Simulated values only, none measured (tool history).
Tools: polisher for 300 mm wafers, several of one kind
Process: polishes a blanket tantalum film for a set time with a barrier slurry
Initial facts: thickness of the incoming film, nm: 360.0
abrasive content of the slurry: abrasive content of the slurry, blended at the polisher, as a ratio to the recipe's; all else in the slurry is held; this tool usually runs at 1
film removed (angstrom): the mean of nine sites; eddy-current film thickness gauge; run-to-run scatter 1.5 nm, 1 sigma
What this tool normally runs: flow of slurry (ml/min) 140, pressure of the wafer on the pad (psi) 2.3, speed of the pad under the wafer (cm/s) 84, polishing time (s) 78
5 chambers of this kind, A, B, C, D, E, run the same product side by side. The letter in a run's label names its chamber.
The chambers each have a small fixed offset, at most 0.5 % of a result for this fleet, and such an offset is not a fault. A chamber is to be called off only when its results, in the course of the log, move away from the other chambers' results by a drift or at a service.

run,hour,flow of slurry (ml/min),pressure of the wafer on the pad (psi),speed of the pad under the wafer (cm/s),abrasive content of the slurry,polishing time (s),wafers polished on this pad,hours since the slurry nozzle was cleaned,hours since the head pressure was calibrated,hours since the slurry blender was calibrated,film removed (angstrom)
# hour 4.6: chamber A: worn pad replaced by a new one
1D,6.8,140,2.3,84,1,78,638,57.8,927,277.9,1227
2C,16.1,140,2.3,84,1,78,525,228.1,196.5,365.2,1227.2
# hour 24: chamber C: worn pad replaced by a new one
3E,24.6,140,2.3,84,1,78,921,236.9,170.6,94.3,1186.4
# hour 33.9: chamber E: worn pad replaced by a new one
4A,34.2,140,2.3,84,1,78,326,337.9,324.4,114.8,1206.7
5B,40.6,140,2.3,84,1,78,713,543.4,367.4,90.7,1229.9
6B,45.9,140,2.3,84,1,78,771,548.7,372.7,96,1236.3
7E,51.9,140,2.3,84,1,78,198,264.2,197.9,121.6,1228
8C,57.9,140,2.3,84,1,78,374,269.9,238.3,407,1245.5
# hour 58: chamber B: worn pad replaced by a new one
# hour 63: chamber A: worn pad replaced by a new one
9A,67.8,140,2.3,84,1,78,53,371.5,358,148.4,1223.8
# hour 67.9: chamber D: worn pad replaced by a new one
10D,72.9,140,2.3,84,1,78,55,123.9,993.1,344,1238.4
# hour 79.8: chamber C: worn pad replaced by a new one
11E,82.6,140,2.3,84,1,78,537,294.9,228.6,152.3,1224.7
12D,91.1,140,2.3,84,1,78,256,142.1,1011.3,362.2,1197
13C,96,140,2.3,84,1,78,179,308,276.4,445.1,1235.1
# hour 98.5: chamber D: slurry blender recalibrated
14A,102.6,140,2.3,84,1,78,437,406.3,392.8,183.2,1208.1
15B,111.6,140,2.3,84,1,78,592,614.4,438.4,161.7,1235.1
16A,117.7,140,2.3,84,1,78,603,421.4,407.9,198.3,1210.9
# hour 119.3: chamber D: head pressure recalibrated
# hour 126.8: chamber A: worn pad replaced by a new one
# hour 127.6: chamber B: worn pad replaced by a new one
17D,127.8,140,2.3,84,1,78,661,178.8,8.5,29.3,1144.2
# hour 132: chamber E: worn pad replaced by a new one
18E,135.9,140,2.3,84,1,78,43,348.2,281.9,205.6,1195.6
19B,140.3,140,2.3,84,1,78,140,643.1,467.1,190.4,1231.3
# hour 141.8: chamber C: worn pad replaced by a new one
20C,145.5,140,2.3,84,1,78,41,357.5,325.9,494.6,1214.8
21D,152.3,140,2.3,84,1,78,931,203.3,33,53.8,1140.6
22B,160.6,140,2.3,84,1,78,364,663.4,487.4,210.7,1231.1
# hour 166.1: chamber B: slurry blender recalibrated
23A,166.9,140,2.3,84,1,78,443,470.6,457.1,247.5,1212.5
24E,176,140,2.3,84,1,78,486,388.3,322,245.7,1181.4
# hour 177.2: chamber A: slurry nozzle cleaned
25C,181.8,140,2.3,84,1,78,441,393.8,362.2,530.9,1236.3
# hour 183.8: chamber C: slurry blender recalibrated
26D,189.6,140,2.3,84,1,78,1343,240.6,70.3,91.1,1121.1
# hour 189.8: chamber A: worn pad replaced by a new one
# hour 195.6: chamber D: worn pad replaced by a new one
# hour 195.9: chamber B: worn pad replaced by a new one
27C,198.9,140,2.3,84,1,78,630,410.9,379.3,15.1,1227.7
# hour 199.3: chamber E: slurry blender recalibrated
# hour 200.2: chamber C: worn pad replaced by a new one
28E,207.4,105,2.3,66,1,78,832,419.7,353.4,8.1,911.18
29A,212.2,105,2.3,66,1,78,248,35.1,502.4,292.8,913.22
30B,217.9,105,2.3,66,1,78,243,720.7,544.7,51.9,892.94
# hour 218.1: chamber E: worn pad replaced by a new one
31C,224.4,105,2.3,66,1,78,267,436.4,404.8,40.6,903.09
# hour 227.9: chamber C: head pressure recalibrated
32A,233.3,105,2.3,66,1,78,480,56.2,523.5,313.9,909.57
33B,239.9,140,2.3,84,1,78,486,742.7,566.7,73.9,1234.1
# hour 246.7: chamber A: worn pad replaced by a new one
34E,247.1,140,2.3,84,1,78,320,459.4,393.1,47.8,1234.2
# hour 250.5: chamber C: worn pad replaced by a new one
35D,253.6,140,2.3,84,1,78,640,304.6,134.3,155.1,1138.2
36B,259.3,140,2.3,84,1,78,700,762.1,586.1,93.3,1216.7
37C,264,140,2.3,84,1,78,149,476,36.2,80.2,1225.4
# hour 267.4: chamber B: worn pad replaced by a new one
38A,273.9,140,2.7,84,1,54,300,96.8,564.1,354.5,986.55
39E,279.6,140,2.7,84,1,54,678,491.9,425.6,80.3,985.28
# hour 279.8: chamber B: head pressure recalibrated
40D,285.3,140,2.7,84,1,54,990,336.3,166,186.8,928.3
41B,289.8,140,2.7,84,1,54,247,792.6,10,123.8,974.41
42E,295.4,140,2.7,84,1,54,853,507.7,441.4,96.1,989.64

Next, all 5 chambers run the settings below, one line each with question marks for the results. What does each chamber give?
43A,302.7,140,2.3,84,1,78,,,,,?
43B,302.7,140,2.3,84,1,78,,,,,?
43C,302.7,140,2.3,84,1,78,,,,,?
43D,302.7,140,2.3,84,1,78,,,,,?
43E,302.7,140,2.3,84,1,78,,,,,?

run,film removed (angstrom)
43A,1218.7
43B,1226.3
43C,1217.5
43D,1117.4
43E,1199.3

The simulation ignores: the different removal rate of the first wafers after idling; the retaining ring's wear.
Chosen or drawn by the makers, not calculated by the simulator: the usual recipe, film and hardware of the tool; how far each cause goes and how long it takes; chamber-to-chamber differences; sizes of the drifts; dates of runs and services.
